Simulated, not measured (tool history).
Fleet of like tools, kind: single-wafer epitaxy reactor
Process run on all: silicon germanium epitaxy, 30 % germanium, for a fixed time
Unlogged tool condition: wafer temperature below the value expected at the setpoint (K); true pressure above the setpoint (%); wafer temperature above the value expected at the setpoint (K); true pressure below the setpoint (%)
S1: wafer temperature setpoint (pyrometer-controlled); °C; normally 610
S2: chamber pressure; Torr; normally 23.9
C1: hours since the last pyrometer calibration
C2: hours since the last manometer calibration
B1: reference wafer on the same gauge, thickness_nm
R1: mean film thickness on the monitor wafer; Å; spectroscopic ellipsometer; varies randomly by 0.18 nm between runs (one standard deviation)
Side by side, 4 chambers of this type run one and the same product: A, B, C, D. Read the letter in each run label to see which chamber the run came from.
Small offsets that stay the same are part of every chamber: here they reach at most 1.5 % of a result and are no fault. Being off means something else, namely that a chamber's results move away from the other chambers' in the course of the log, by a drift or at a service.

Run 1C, hour 4.2: usual settings; C1 231.7; C2 975.8; B1 76.489. Result: R1 766.83 Å.
Run 2A, hour 9.6: usual settings; C1 126.6; C2 1002.3; B1 76.438. Result: R1 756.37 Å.
Run 3B, hour 13.5: usual settings; C1 972.7; C2 977.4; B1 76.508. Result: R1 761.59 Å.
Run 4D, hour 20.9: usual settings; C1 292.4; C2 435.5; B1 76.501. Result: R1 762.61 Å.
Run 5D, hour 27.6: usual settings; C1 299.1; C2 442.2; B1 76.476. Result: R1 763.24 Å.
Run 6A, hour 33: usual settings; C1 150; C2 1025.7; B1 76.464. Result: R1 755.76 Å.
Run 7C, hour 38.8: usual settings; C1 266.3; C2 1010.4; B1 76.454. Result: R1 771.03 Å.
Run 8B, hour 44: usual settings but S1 602 °C; C1 1003.2; C2 1007.9; B1 76.542. Result: R1 657.43 Å.
Run 9D, hour 49.1: usual settings but S1 602 °C; C1 320.6; C2 463.7; B1 76.478. Result: R1 658.83 Å.
Run 10A, hour 55.7: usual settings but S1 602 °C; C1 172.7; C2 1048.4; B1 76.491. Result: R1 658.39 Å.
Run 11C, hour 60: usual settings but S1 602 °C; C1 287.5; C2 1031.6; B1 76.471. Result: R1 667.32 Å.
Run 12B, hour 65: usual settings; C1 1024.2; C2 1028.9; B1 76.469. Result: R1 760.76 Å.
Run 13A, hour 69.6: usual settings; C1 186.6; C2 1062.3; B1 76.508. Result: R1 756.16 Å.
Run 14B, hour 77.4: usual settings; C1 1036.6; C2 1041.3; B1 76.473. Result: R1 759.89 Å.
Run 15D, hour 81.6: usual settings; C1 353.1; C2 496.2; B1 76.496. Result: R1 757.48 Å.
Run 16C, hour 90: usual settings; C1 317.5; C2 1061.6; B1 76.473. Result: R1 769.05 Å.
Run 17B, hour 96.9: usual settings; C1 1056.1; C2 1060.8; B1 76.531. Result: R1 761.79 Å.
Run 18C, hour 100.6: usual settings; C1 328.1; C2 1072.2; B1 76.499. Result: R1 771.3 Å.
Run 19D, hour 106.1: usual settings but S1 622 °C, S2 19.5 Torr; C1 377.6; C2 520.7; B1 76.46. Result: R1 861.39 Å.
Run 20A, hour 113.9: usual settings but S1 622 °C, S2 19.5 Torr; C1 230.9; C2 1106.6; B1 76.518. Result: R1 860.27 Å.
Run 21B, hour 119.5: usual settings but S1 622 °C, S2 19.5 Torr; C1 1078.7; C2 1083.4; B1 76.481. Result: R1 865.64 Å.
At hour 124.8: chamber B: pyrometer calibrated.
Run 22D, hour 127.1: usual settings but S1 622 °C, S2 19.5 Torr; C1 398.6; C2 541.7; B1 76.492. Result: R1 862.46 Å.
Run 23C, hour 132.4: usual settings but S1 596 °C, S2 27.1 Torr; C1 359.9; C2 1104; B1 76.503. Result: R1 630.38 Å.
Run 24A, hour 136.6: usual settings but S1 596 °C, S2 27.1 Torr; C1 253.6; C2 1129.3; B1 76.533. Result: R1 616.11 Å.
Run 25C, hour 141.8: usual settings but S1 596 °C, S2 27.1 Torr; C1 369.3; C2 1113.4; B1 76.483. Result: R1 630.4 Å.
Run 26A, hour 147.3: usual settings but S1 596 °C, S2 27.1 Torr; C1 264.3; C2 1140; B1 76.532. Result: R1 619.55 Å.
Run 27B, hour 152.9: usual settings but S1 621 °C, S2 21.9 Torr; C1 28.2; C2 1116.8; B1 76.498. Result: R1 897.12 Å.
Run 28D, hour 156.7: usual settings but S1 621 °C, S2 21.9 Torr; C1 428.2; C2 571.3; B1 76.473. Result: R1 883.95 Å.
Run 29C, hour 162.8: usual settings but S1 621 °C, S2 21.9 Torr; C1 390.3; C2 1134.4; B1 76.523. Result: R1 904.66 Å.
Run 30D, hour 171.2: usual settings but S1 621 °C, S2 21.9 Torr; C1 442.7; C2 585.8; B1 76.503. Result: R1 883.47 Å.
Run 31B, hour 176.4: usual settings; C1 51.7; C2 1140.3; B1 76.469. Result: R1 757.41 Å.
Run 32A, hour 183.2: usual settings; C1 300.2; C2 1175.9; B1 76.486. Result: R1 754.23 Å.

Each of the 4 chambers runs these same settings next. Fill in every chamber's results:
Run 33A, hour 189.3: usual settings but S2 21.3 Torr. Result: R1 ?.
Run 33B, hour 189.3: usual settings but S2 21.3 Torr. Result: R1 ?.
Run 33C, hour 189.3: usual settings but S2 21.3 Torr. Result: R1 ?.
Run 33D, hour 189.3: usual settings but S2 21.3 Torr. Result: R1 ?.

run      R1
33A  719.82
33B   724.1
33C  733.65
33D  712.06
